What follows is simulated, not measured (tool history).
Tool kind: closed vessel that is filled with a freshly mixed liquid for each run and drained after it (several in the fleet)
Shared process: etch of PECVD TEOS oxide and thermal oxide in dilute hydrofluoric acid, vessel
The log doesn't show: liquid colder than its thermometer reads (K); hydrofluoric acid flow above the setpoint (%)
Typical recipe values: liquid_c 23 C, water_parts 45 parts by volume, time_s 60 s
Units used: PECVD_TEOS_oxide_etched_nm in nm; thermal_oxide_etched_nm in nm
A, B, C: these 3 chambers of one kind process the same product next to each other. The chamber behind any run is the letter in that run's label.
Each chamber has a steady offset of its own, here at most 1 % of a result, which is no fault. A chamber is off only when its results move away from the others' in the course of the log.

run	hour	liquid_c	water_parts	time_s	hours since the thermometer was replaced	hours since the hydrofluoric acid flow meter was replaced	read-back film thickness of the PECVD TEOS oxide reference wafer, read on the same gauge (nm)	read-back film thickness of the thermal oxide reference wafer, read on the same gauge (nm)	PECVD_TEOS_oxide_etched_nm	thermal_oxide_etched_nm
1B	11.5	23	45	60	108.3	200.5	109.98	50.013	11.652	6.4566
2C	20.9	23	45	60	1603.5	1037.1	110.02	50.003	11.654	6.4743
3A	26.7	23	45	60	396.8	1401.2	110.05	50.011	11.863	6.5044
4B	37	23	45	60	133.8	226	110	50.009	11.584	6.4619
5A	45.3	23	45	60	415.4	1419.8	110.03	49.996	11.784	6.5308
6C	50.3	23	45	60	1632.9	1066.5	110.05	49.994	11.609	6.4871
7A	58.5	23	45	60	428.6	1433	110	50.005	11.863	6.5139
8C	66	23	45	60	1648.6	1082.2	110.04	49.996	11.736	6.3912
# hour 72.9: chamber C: thermometer replaced
9B	74.1	23	45	60	170.9	263.1	110	50	11.619	6.4786
10B	85.6	18	45	60	182.4	274.6	110.02	49.979	9.4378	5.2227
11C	96.8	18	45	60	24	1113	109.99	49.972	9.3524	5.182
12A	103.5	18	45	60	473.6	1478	109.99	50.005	9.4016	5.2851
13A	115.1	23	45	60	485.2	1489.6	110.02	50.03	11.756	6.4858
14C	122.3	23	45	60	49.5	1138.5	109.98	49.97	11.734	6.5094
15B	130.6	23	35	30	227.4	319.6	110.04	49.985	7.6452	4.2356
# hour 136.2: chamber C: hydrofluoric acid flow meter replaced
16A	140.4	23	35	30	510.5	1514.9	109.99	50.007	7.6377	4.2315
17B	149.9	23	35	30	246.7	338.9	110.01	49.972	7.676	4.1979
18C	157.9	23	45	60	85.1	21.7	110.03	49.996	11.739	6.5119
19A	163.7	23	45	60	533.8	1538.2	110.02	49.999	11.604	6.4795
20C	172.4	23	45	60	99.6	36.2	109.96	50.006	11.805	6.4365
21B	183	23	45	60	279.8	372	109.99	50.022	11.869	6.5007
22A	193.6	23	45	60	563.7	1568.1	109.98	49.974	11.642	6.4998
23C	203.2	23	45	60	130.4	67	109.98	50.015	11.48	6.4712
24B	210	23	45	60	306.8	399	109.97	50.019	11.675	6.451
25A	216.2	23	45	60	586.3	1590.7	110	50.004	11.741	6.5153
26C	226.4	23	45	60	153.6	90.2	110.03	50.029	11.805	6.5082
27B	235.2	23	45	60	332	424.2	110.01	49.981	11.51	6.4824
28C	240.5	23	45	60	167.7	104.3	110.05	50.003	11.47	6.4789
29B	251.4	23	45	60	348.2	440.4	110.05	50.008	11.55	6.4192
30A	258.1	23	45	60	628.2	1632.6	109.98	49.961	11.595	6.4562
31A	263.4	23	45	60	633.5	1637.9	109.99	50.008	11.67	6.5351
32C	273.3	23	45	60	200.5	137.1	110.01	49.992	11.767	6.4607
33B	281.3	23	45	60	378.1	470.3	110.01	50.013	11.708	6.4991
34C	287.3	23	45	60	214.5	151.1	109.97	50.006	11.646	6.4077
35B	298.6	23	45	60	395.4	487.6	110.01	50.002	11.599	6.4274
36A	305	23	45	60	675.1	1679.5	110.01	49.995	11.835	6.4491
37B	310.3	23	45	60	407.1	499.3	109.97	50.016	11.616	6.4319
38A	318.6	19	45	60	688.7	1693.1	109.96	49.997	9.8161	5.4777

Next, all 3 chambers run the settings below, one line each with question marks for the results. What does each chamber give?
39A	326.9	23	65	60					?	?
39B	326.9	23	65	60					?	?
39C	326.9	23	65	60					?	?

run	PECVD_TEOS_oxide_etched_nm	thermal_oxide_etched_nm
39A	7.9514	4.3644
39B	7.8964	4.3334
39C	7.9975	4.4035

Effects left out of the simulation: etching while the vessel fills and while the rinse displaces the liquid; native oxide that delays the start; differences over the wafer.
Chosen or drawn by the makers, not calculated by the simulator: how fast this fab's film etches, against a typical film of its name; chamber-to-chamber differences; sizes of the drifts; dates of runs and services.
